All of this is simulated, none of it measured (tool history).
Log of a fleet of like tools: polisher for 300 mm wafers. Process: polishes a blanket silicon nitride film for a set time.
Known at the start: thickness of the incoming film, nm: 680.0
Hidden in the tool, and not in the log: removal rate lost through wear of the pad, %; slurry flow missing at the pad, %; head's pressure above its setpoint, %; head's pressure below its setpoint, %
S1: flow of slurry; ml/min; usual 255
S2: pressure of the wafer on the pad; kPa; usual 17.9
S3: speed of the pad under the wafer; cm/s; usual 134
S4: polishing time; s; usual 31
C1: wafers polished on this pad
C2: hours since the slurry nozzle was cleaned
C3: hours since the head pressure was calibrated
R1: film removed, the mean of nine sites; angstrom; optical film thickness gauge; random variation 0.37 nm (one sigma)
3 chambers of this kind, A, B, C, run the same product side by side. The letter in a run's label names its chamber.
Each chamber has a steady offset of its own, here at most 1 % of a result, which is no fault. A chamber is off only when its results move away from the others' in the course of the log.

{"run": "1C", "hour": 8.4, "S1": 255, "S2": 17.9, "S3": 134, "S4": 31, "C1": 1130, "C2": 430.7, "C3": 59.5, "R1": 417.45}
{"hour": 15.5, "done": "chamber C: worn pad replaced by a new one"}
{"run": "2B", "hour": 21.1, "S1": 255, "S2": 17.9, "S3": 134, "S4": 31, "C1": 685, "C2": 401.6, "C3": 61.7, "R1": 412.27}
{"run": "3A", "hour": 29.9, "S1": 255, "S2": 17.9, "S3": 134, "S4": 31, "C1": 468, "C2": 87.9, "C3": 927.9, "R1": 409.28}
{"run": "4C", "hour": 38.3, "S1": 255, "S2": 17.9, "S3": 134, "S4": 31, "C1": 183, "C2": 460.6, "C3": 89.4, "R1": 412.34}
{"run": "5A", "hour": 49.1, "S1": 255, "S2": 17.9, "S3": 134, "S4": 31, "C1": 623, "C2": 107.1, "C3": 947.1, "R1": 409.82}
{"run": "6B", "hour": 62.1, "S1": 255, "S2": 17.9, "S3": 134, "S4": 31, "C1": 1014, "C2": 442.6, "C3": 102.7, "R1": 415.34}
{"hour": 63.3, "done": "chamber A: worn pad replaced by a new one"}
{"run": "7C", "hour": 71.3, "S1": 255, "S2": 17.9, "S3": 134, "S4": 31, "C1": 448, "C2": 493.6, "C3": 122.4, "R1": 413.18}
{"run": "8A", "hour": 78.8, "S1": 255, "S2": 17.9, "S3": 134, "S4": 31, "C1": 125, "C2": 136.8, "C3": 976.8, "R1": 412.03}
{"run": "9B", "hour": 89.7, "S1": 255, "S2": 17.9, "S3": 134, "S4": 31, "C1": 1236, "C2": 470.2, "C3": 130.3, "R1": 417.46}
{"hour": 91.8, "done": "chamber B: worn pad replaced by a new one"}
{"run": "10C", "hour": 102.3, "S1": 255, "S2": 17.9, "S3": 134, "S4": 31, "C1": 697, "C2": 524.6, "C3": 153.4, "R1": 415.88}
{"run": "11B", "hour": 111.5, "S1": 255, "S2": 17.9, "S3": 134, "S4": 31, "C1": 158, "C2": 492.0, "C3": 152.1, "R1": 413.22}
{"run": "12A", "hour": 122.2, "S1": 255, "S2": 17.9, "S3": 134, "S4": 31, "C1": 473, "C2": 180.2, "C3": 1020.2, "R1": 418.58}
{"run": "13B", "hour": 131.2, "S1": 255, "S2": 17.9, "S3": 134, "S4": 31, "C1": 316, "C2": 511.7, "C3": 171.8, "R1": 403.53}
{"hour": 134.0, "done": "chamber A: worn pad replaced by a new one"}
{"run": "14A", "hour": 141.3, "S1": 255, "S2": 17.9, "S3": 134, "S4": 31, "C1": 58, "C2": 199.3, "C3": 1039.3, "R1": 415.54}
{"run": "15C", "hour": 148.3, "S1": 255, "S2": 17.9, "S3": 134, "S4": 31, "C1": 1067, "C2": 570.6, "C3": 199.4, "R1": 410.61}
{"run": "16C", "hour": 155.1, "S1": 255, "S2": 17.9, "S3": 134, "S4": 31, "C1": 1122, "C2": 577.4, "C3": 206.2, "R1": 416.97}
{"hour": 161.7, "done": "chamber C: worn pad replaced by a new one"}
{"run": "17B", "hour": 163.2, "S1": 255, "S2": 17.9, "S3": 134, "S4": 31, "C1": 573, "C2": 543.7, "C3": 203.8, "R1": 420.41}
{"run": "18A", "hour": 170.1, "S1": 255, "S2": 17.9, "S3": 134, "S4": 31, "C1": 290, "C2": 228.1, "C3": 1068.1, "R1": 410.28}
{"run": "19C", "hour": 176.2, "S1": 255, "S2": 17.9, "S3": 92, "S4": 31, "C1": 117, "C2": 598.5, "C3": 227.3, "R1": 302.5}
{"run": "20B", "hour": 186.0, "S1": 255, "S2": 17.9, "S3": 92, "S4": 31, "C1": 757, "C2": 566.5, "C3": 226.6, "R1": 295.98}

All 3 chambers run these settings next. Forecast each chamber's results:
{"run": "21A", "hour": 195.6, "S1": 255, "S2": 17.9, "S3": 134, "S4": 31, "R1": "?"}
{"run": "21B", "hour": 195.6, "S1": 255, "S2": 17.9, "S3": 134, "S4": 31, "R1": "?"}
{"run": "21C", "hour": 195.6, "S1": 255, "S2": 17.9, "S3": 134, "S4": 31, "R1": "?"}

run=21A R1=415.19
run=21B R1=417.91
run=21C R1=411.59
